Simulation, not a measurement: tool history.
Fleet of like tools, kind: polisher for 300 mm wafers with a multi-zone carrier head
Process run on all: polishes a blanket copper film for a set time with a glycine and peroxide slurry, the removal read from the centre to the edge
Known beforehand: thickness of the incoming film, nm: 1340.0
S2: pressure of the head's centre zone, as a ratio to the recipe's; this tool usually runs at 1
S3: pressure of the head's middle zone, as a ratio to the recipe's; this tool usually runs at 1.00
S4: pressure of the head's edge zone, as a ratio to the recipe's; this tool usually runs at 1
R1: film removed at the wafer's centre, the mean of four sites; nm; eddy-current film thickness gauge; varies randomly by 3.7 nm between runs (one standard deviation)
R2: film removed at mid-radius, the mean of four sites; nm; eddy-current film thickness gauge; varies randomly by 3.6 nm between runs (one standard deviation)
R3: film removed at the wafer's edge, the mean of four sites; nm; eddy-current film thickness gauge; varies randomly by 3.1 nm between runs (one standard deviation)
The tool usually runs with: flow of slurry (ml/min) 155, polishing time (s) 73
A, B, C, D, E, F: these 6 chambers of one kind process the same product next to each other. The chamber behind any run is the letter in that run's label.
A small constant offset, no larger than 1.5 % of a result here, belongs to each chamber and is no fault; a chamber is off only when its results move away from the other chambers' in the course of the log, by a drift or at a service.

Run 1A, day 0.350: usual settings. Result: R1 255.42 nm, R2 256.90 nm, R3 258.73 nm.
Run 2B, day 0.650: usual settings. Result: R1 254.29 nm, R2 251.37 nm, R3 254.21 nm.
At day 0.729: chamber F: edge zone pressure recalibrated.
At day 0.796: chamber A: worn pad replaced by a new one.
Run 3D, day 0.883: usual settings. Result: R1 258.95 nm, R2 255.51 nm, R3 254.22 nm.
At day 0.888: chamber B: worn pad replaced by a new one.
At day 1.092: chamber D: worn pad replaced by a new one.
Run 4F, day 1.154: usual settings. Result: R1 257.42 nm, R2 257.08 nm, R3 256.16 nm.
Run 5E, day 1.312: usual settings. Result: R1 260.32 nm, R2 261.70 nm, R3 258.75 nm.
Run 6C, day 1.508: usual settings. Result: R1 258.70 nm, R2 260.37 nm, R3 259.54 nm.
At day 1.638: chamber E: worn pad replaced by a new one.
Run 7A, day 1.712: usual settings. Result: R1 257.84 nm, R2 258.04 nm, R3 256.00 nm.
Run 8F, day 1.933: usual settings but polishing time (s) 58. Result: R1 199.69 nm, R2 201.61 nm, R3 210.06 nm.
At day 1.962: chamber E: edge zone pressure recalibrated.
Run 9B, day 2.154: usual settings but polishing time (s) 58. Result: R1 201.19 nm, R2 204.11 nm, R3 202.85 nm.
At day 2.396: chamber C: worn pad replaced by a new one.
Run 10E, day 2.396: usual settings but polishing time (s) 58. Result: R1 205.31 nm, R2 208.51 nm, R3 207.57 nm.
At day 2.525: chamber D: slurry nozzle cleaned.
At day 2.538: chamber F: worn pad replaced by a new one.
Run 11C, day 2.758: usual settings but polishing time (s) 58. Result: R1 205.45 nm, R2 207.72 nm, R3 209.93 nm.
Run 12D, day 2.942: usual settings but polishing time (s) 58. Result: R1 207.10 nm, R2 202.01 nm, R3 202.10 nm.
At day 3.054: chamber B: slurry nozzle cleaned.
Run 13B, day 3.242: usual settings but polishing time (s) 58. Result: R1 209.78 nm, R2 204.82 nm, R3 205.92 nm.
Run 14F, day 3.550: usual settings. Result: R1 253.78 nm, R2 253.09 nm, R3 257.98 nm.
At day 3.692: chamber D: worn pad replaced by a new one.
Run 15C, day 3.908: usual settings. Result: R1 249.14 nm, R2 259.41 nm, R3 263.11 nm.
Run 16A, day 4.246: usual settings. Result: R1 262.77 nm, R2 258.14 nm, R3 257.04 nm.
Run 17D, day 4.412: usual settings. Result: R1 245.89 nm, R2 256.55 nm, R3 261.27 nm.
At day 4.517: chamber A: worn pad replaced by a new one.
Run 18E, day 4.625: usual settings. Result: R1 266.31 nm, R2 261.63 nm, R3 262.73 nm.
Run 19E, day 4.858: usual settings. Result: R1 259.26 nm, R2 258.78 nm, R3 262.59 nm.
Run 20A, day 5.029: usual settings. Result: R1 263.34 nm, R2 259.96 nm, R3 254.22 nm.
Run 21C, day 5.350: usual settings. Result: R1 256.56 nm, R2 258.33 nm, R3 260.22 nm.
Run 22D, day 5.546: usual settings. Result: R1 245.66 nm, R2 259.94 nm, R3 250.62 nm.
At day 5.658: chamber A: centre zone pressure recalibrated.
At day 5.683: chamber D: worn pad replaced by a new one.
At day 5.733: chamber E: worn pad replaced by a new one.
Run 23B, day 5.796: usual settings. Result: R1 258.35 nm, R2 254.26 nm, R3 256.81 nm.
Run 24F, day 5.962: usual settings. Result: R1 257.24 nm, R2 251.58 nm, R3 259.38 nm.
Run 25E, day 6.275: usual settings. Result: R1 261.45 nm, R2 257.90 nm, R3 260.44 nm.
Run 26D, day 6.496: usual settings. Result: R1 236.04 nm, R2 256.05 nm, R3 254.25 nm.
At day 6.512: chamber F: worn pad replaced by a new one.
At day 6.538: chamber B: worn pad replaced by a new one.
Run 27A, day 6.742: usual settings. Result: R1 256.56 nm, R2 254.69 nm, R3 252.27 nm.
At day 6.821: chamber C: worn pad replaced by a new one.
Run 28F, day 7.033: usual settings. Result: R1 259.51 nm, R2 255.54 nm, R3 261.53 nm.
Run 29B, day 7.342: usual settings but polishing time (s) 81. Result: R1 276.11 nm, R2 280.99 nm, R3 286.34 nm.
At day 7.450: chamber A: worn pad replaced by a new one.
Run 30C, day 7.542: usual settings but polishing time (s) 81. Result: R1 291.79 nm, R2 284.16 nm, R3 286.92 nm.
At day 7.746: chamber C: edge zone pressure recalibrated.
Run 31A, day 7.829: usual settings but polishing time (s) 81. Result: R1 287.01 nm, R2 283.73 nm, R3 286.64 nm.
At day 8.092: chamber D: worn pad replaced by a new one.
Run 32E, day 8.096: usual settings but polishing time (s) 81. Result: R1 289.95 nm, R2 297.88 nm, R3 287.29 nm.
Run 33B, day 8.271: usual settings but polishing time (s) 81. Result: R1 278.53 nm, R2 289.15 nm, R3 279.66 nm.
Run 34C, day 8.462: usual settings but polishing time (s) 81. Result: R1 283.14 nm, R2 286.55 nm, R3 287.43 nm.
Run 35F, day 8.708: usual settings. Result: R1 257.75 nm, R2 259.03 nm, R3 253.92 nm.
Run 36D, day 9.046: usual settings. Result: R1 221.39 nm, R2 265.44 nm, R3 257.86 nm.

Predict what each chamber gives when all 6 of them run the settings below next.
Run 37A, day 9.300: usual settings but S3 1.04. Result: R1 ?, R2 ?, R3 ?.
Run 37B, day 9.300: usual settings but S3 1.04. Result: R1 ?, R2 ?, R3 ?.
Run 37C, day 9.300: usual settings but S3 1.04. Result: R1 ?, R2 ?, R3 ?.
Run 37D, day 9.300: usual settings but S3 1.04. Result: R1 ?, R2 ?, R3 ?.
Run 37E, day 9.300: usual settings but S3 1.04. Result: R1 ?, R2 ?, R3 ?.
Run 37F, day 9.300: usual settings but S3 1.04. Result: R1 ?, R2 ?, R3 ?.

run      R1      R2      R3
37A  262.15  264.89  259.88
37B  257.52  257.90  255.67
37C  256.68  273.31  261.78
37D  221.51  273.14  249.49
37E  262.29  275.30  263.44
37F  260.53  264.63  259.86
